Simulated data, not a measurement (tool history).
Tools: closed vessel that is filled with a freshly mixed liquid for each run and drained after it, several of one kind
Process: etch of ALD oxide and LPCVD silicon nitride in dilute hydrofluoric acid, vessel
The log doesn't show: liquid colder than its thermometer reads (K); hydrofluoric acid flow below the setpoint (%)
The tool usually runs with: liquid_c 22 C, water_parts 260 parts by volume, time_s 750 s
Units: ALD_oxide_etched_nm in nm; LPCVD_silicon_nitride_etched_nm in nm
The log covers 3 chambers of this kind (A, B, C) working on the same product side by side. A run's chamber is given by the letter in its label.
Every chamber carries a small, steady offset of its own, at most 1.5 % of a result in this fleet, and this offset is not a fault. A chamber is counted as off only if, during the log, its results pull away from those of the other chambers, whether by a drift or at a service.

run   hour  liquid_c  water_parts  time_s  hours since the thermometer was replaced  hours since the hydrofluoric acid flow meter was replaced  read-back film thickness of the ALD oxide reference wafer, read on the same gauge (nm)  read-back film thickness of the LPCVD silicon nitride reference wafer, read on the same gauge (nm)  ALD_oxide_etched_nm  LPCVD_silicon_nitride_etched_nm
 1C   10.2        22          260     750                                     756.3                                                      725.9                                                                                  30.020                                                                                              99.967               29.478                           1.1105
 2A   20.7        22          260     750                                     550.4                                                      238.4                                                                                  30.012                                                                                             100.010               30.017                           1.0583
 3B   28.3        22          260     750                                     550.5                                                      929.7                                                                                  30.008                                                                                              99.989               29.664                           1.1339
 4A   33.7        22          260     750                                     563.4                                                      251.4                                                                                  30.001                                                                                              99.977               29.401                           1.1164
 5C   40.5        22          260     750                                     786.6                                                      756.2                                                                                  29.959                                                                                             100.020               29.855                           1.0696
 6B   47.5        22          260     750                                     569.7                                                      948.9                                                                                  29.955                                                                                              99.984               29.801                           1.1426
 7B   57.5        22          260     750                                     579.7                                                      958.9                                                                                  30.017                                                                                              99.983               29.570                           1.1493
 8C   66.1        22          260     750                                     812.2                                                      781.8                                                                                  29.999                                                                                             100.060               29.695                           1.1026
 9A   70.8        25          260     750                                     600.5                                                      288.5                                                                                  29.920                                                                                             100.000               32.902                           1.3357
10C   77.0        25          260     750                                     823.1                                                      792.7                                                                                  30.019                                                                                              99.983               32.797                           1.2309
11B   84.6        25          260     750                                     606.8                                                      986.0                                                                                  29.963                                                                                             100.010               33.381                           1.4463
12A   90.1        22          260     750                                     619.8                                                      307.8                                                                                  29.998                                                                                              99.990               29.577                           1.1301
13A   97.9        22          260     750                                     627.6                                                      315.6                                                                                  30.034                                                                                              99.984               29.658                           1.1445
14C  106.2        22          260     750                                     852.3                                                      821.9                                                                                  30.046                                                                                             100.000               28.933                           1.0644
15B  113.1        22          260     750                                     635.3                                                     1014.5                                                                                  30.006                                                                                              99.977               29.854                           1.0506
16A  119.4        22          260     750                                     649.1                                                      337.1                                                                                  29.991                                                                                             100.000               29.244                           1.0454
17B  129.3        22          385    1080                                     651.5                                                     1030.7                                                                                  29.984                                                                                              99.987               25.801                           1.1138
18C  135.9        22          385    1080                                     882.0                                                      851.6                                                                                  29.980                                                                                              99.970               24.674                           1.0512
19B  141.7        22          385    1080                                     663.9                                                     1043.1                                                                                  30.029                                                                                              99.983               26.267                           1.0251
20A  151.3        22          260     750                                     681.0                                                      369.0                                                                                  30.046                                                                                             100.020               29.018                           1.1175
21C  155.9        22          260     750                                     902.0                                                      871.6                                                                                  29.990                                                                                             100.030               28.465                           1.0434
22C  163.5        22          260     750                                     909.6                                                      879.2                                                                                  30.010                                                                                              99.969               28.285                           1.0676
23B  168.3        22          260     750                                     690.5                                                     1069.7                                                                                  30.021                                                                                             100.020               29.694                           1.1018
24A  173.6        22          260     750                                     703.3                                                      391.3                                                                                  30.020                                                                                              99.997               29.319                           1.0909
25B  179.0        22          260     750                                     701.2                                                     1080.4                                                                                  30.005                                                                                              99.971               29.454                           1.1003

Next, every chamber runs the same settings. What will each give?
26A  186.7        22          260     750                                                                                                                                                                                                                                                                                                                     ?                                ?
26B  186.7        22          260     750                                                                                                                                                                                                                                                                                                                     ?                                ?
26C  186.7        22          260     750                                                                                                                                                                                                                                                                                                                     ?                                ?

run  ALD_oxide_etched_nm  LPCVD_silicon_nitride_etched_nm
26A               29.161                           1.0663
26B               29.626                           1.0836
26C               27.949                           1.0539

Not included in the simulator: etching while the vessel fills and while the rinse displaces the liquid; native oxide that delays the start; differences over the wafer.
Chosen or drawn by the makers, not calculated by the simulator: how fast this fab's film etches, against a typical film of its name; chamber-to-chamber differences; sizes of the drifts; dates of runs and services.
